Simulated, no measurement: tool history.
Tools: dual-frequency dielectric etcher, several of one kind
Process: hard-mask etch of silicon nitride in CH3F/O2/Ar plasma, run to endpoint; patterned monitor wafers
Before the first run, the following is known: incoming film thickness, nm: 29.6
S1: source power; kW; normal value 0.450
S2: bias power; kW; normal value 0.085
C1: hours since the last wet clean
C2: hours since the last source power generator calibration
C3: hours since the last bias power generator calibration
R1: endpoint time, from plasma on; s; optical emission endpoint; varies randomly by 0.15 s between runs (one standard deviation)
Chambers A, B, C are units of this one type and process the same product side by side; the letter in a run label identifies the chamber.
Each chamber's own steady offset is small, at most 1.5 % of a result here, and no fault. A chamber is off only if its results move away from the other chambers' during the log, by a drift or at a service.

run 1C hour=3.1 | S1=0.450 S2=0.085 | C1=212.3 C2=2380.8 C3=770.4 | R1=38.325
run 2A hour=7.8 | S1=0.450 S2=0.085 | C1=74.1 C2=1056.2 C3=3733.4 | R1=38.417
run 3B hour=11.4 | S1=0.450 S2=0.085 | C1=351.2 C2=874.0 C3=828.6 | R1=38.172
run 4B hour=15.4 | S1=0.450 S2=0.085 | C1=355.2 C2=878.0 C3=832.6 | R1=38.305
run 5C hour=18.3 | S1=0.450 S2=0.085 | C1=227.5 C2=2396.0 C3=785.6 | R1=38.636
run 6A hour=21.2 | S1=0.450 S2=0.085 | C1=87.5 C2=1069.6 C3=3746.8 | R1=38.539
run 7B hour=26.4 | S1=0.450 S2=0.085 | C1=366.2 C2=889.0 C3=843.6 | R1=38.377
run 8C hour=31.6 | S1=0.450 S2=0.085 | C1=240.8 C2=2409.3 C3=798.9 | R1=38.672
run 9A hour=36.6 | S1=0.450 S2=0.085 | C1=102.9 C2=1085.0 C3=3762.2 | R1=38.343
run 10C hour=40.5 | S1=0.550 S2=0.085 | C1=249.7 C2=2418.2 C3=807.8 | R1=36.082
run 11A hour=43.2 | S1=0.550 S2=0.085 | C1=109.5 C2=1091.6 C3=3768.8 | R1=35.702
run 12B hour=45.8 | S1=0.550 S2=0.085 | C1=385.6 C2=908.4 C3=863.0 | R1=35.432
run 13B hour=49.1 | S1=0.450 S2=0.085 | C1=388.9 C2=911.7 C3=866.3 | R1=38.154
run 14A hour=53.6 | S1=0.450 S2=0.085 | C1=119.9 C2=1102.0 C3=3779.2 | R1=38.658
run 15C hour=59.0 | S1=0.380 S2=0.071 | C1=268.2 C2=2436.7 C3=826.3 | R1=43.773
-- hour=61.7 chamber C: source power generator calibrated
run 16B hour=63.9 | S1=0.380 S2=0.071 | C1=403.7 C2=926.5 C3=881.1 | R1=43.505
-- hour=64.6 chamber B: wet clean of the chamber
run 17C hour=66.8 | S1=0.380 S2=0.071 | C1=276.0 C2=5.2 C3=834.1 | R1=44.093
run 18A hour=69.5 | S1=0.450 S2=0.085 | C1=135.8 C2=1117.9 C3=3795.1 | R1=38.358
run 19A hour=73.2 | S1=0.450 S2=0.085 | C1=139.5 C2=1121.6 C3=3798.8 | R1=38.540
run 20C hour=76.4 | S1=0.540 S2=0.099 | C1=285.6 C2=14.8 C3=843.7 | R1=34.535
run 21B hour=81.4 | S1=0.540 S2=0.099 | C1=16.8 C2=944.0 C3=898.6 | R1=33.261
run 22C hour=85.9 | S1=0.540 S2=0.099 | C1=295.1 C2=24.3 C3=853.2 | R1=34.452
run 23A hour=91.5 | S1=0.450 S2=0.085 | C1=157.8 C2=1139.9 C3=3817.1 | R1=38.612
-- hour=91.6 chamber A: bias power generator calibrated
run 24B hour=94.4 | S1=0.450 S2=0.085 | C1=29.8 C2=957.0 C3=911.6 | R1=37.511
run 25A hour=97.4 | S1=0.530 S2=0.085 | C1=163.7 C2=1145.8 C3=5.9 | R1=36.445
run 26B hour=103.2 | S1=0.530 S2=0.085 | C1=38.6 C2=965.8 C3=920.4 | R1=35.057
run 27C hour=107.0 | S1=0.530 S2=0.085 | C1=316.2 C2=45.4 C3=874.3 | R1=36.423
run 28B hour=111.2 | S1=0.450 S2=0.085 | C1=46.6 C2=973.8 C3=928.4 | R1=37.612
run 29A hour=115.3 | S1=0.450 S2=0.085 | C1=181.6 C2=1163.7 C3=23.8 | R1=38.506
run 30C hour=119.1 | S1=0.450 S2=0.085 | C1=328.3 C2=57.5 C3=886.4 | R1=38.760
run 31B hour=123.5 | S1=0.450 S2=0.085 | C1=58.9 C2=986.1 C3=940.7 | R1=37.527
run 32C hour=128.6 | S1=0.450 S2=0.085 | C1=337.8 C2=67.0 C3=895.9 | R1=38.898
run 33A hour=131.4 | S1=0.350 S2=0.085 | C1=197.7 C2=1179.8 C3=39.9 | R1=42.432
run 34C hour=135.4 | S1=0.350 S2=0.085 | C1=344.6 C2=73.8 C3=902.7 | R1=42.668
run 35B hour=140.6 | S1=0.350 S2=0.085 | C1=76.0 C2=1003.2 C3=957.8 | R1=41.326
run 36A hour=145.0 | S1=0.450 S2=0.085 | C1=211.3 C2=1193.4 C3=53.5 | R1=38.283
run 37C hour=150.8 | S1=0.450 S2=0.085 | C1=360.0 C2=89.2 C3=918.1 | R1=38.625
run 38A hour=156.2 | S1=0.380 S2=0.085 | C1=222.5 C2=1204.6 C3=64.7 | R1=40.702
run 39B hour=159.6 | S1=0.380 S2=0.085 | C1=95.0 C2=1022.2 C3=976.8 | R1=39.905

Predict what each chamber gives when all 3 of them run the settings below next.
run 40A hour=163.9 | S1=0.450 S2=0.097 | R1=?
run 40B hour=163.9 | S1=0.450 S2=0.097 | R1=?
run 40C hour=163.9 | S1=0.450 S2=0.097 | R1=?

run=40A R1=36.637
run=40B R1=35.645
run=40C R1=36.852

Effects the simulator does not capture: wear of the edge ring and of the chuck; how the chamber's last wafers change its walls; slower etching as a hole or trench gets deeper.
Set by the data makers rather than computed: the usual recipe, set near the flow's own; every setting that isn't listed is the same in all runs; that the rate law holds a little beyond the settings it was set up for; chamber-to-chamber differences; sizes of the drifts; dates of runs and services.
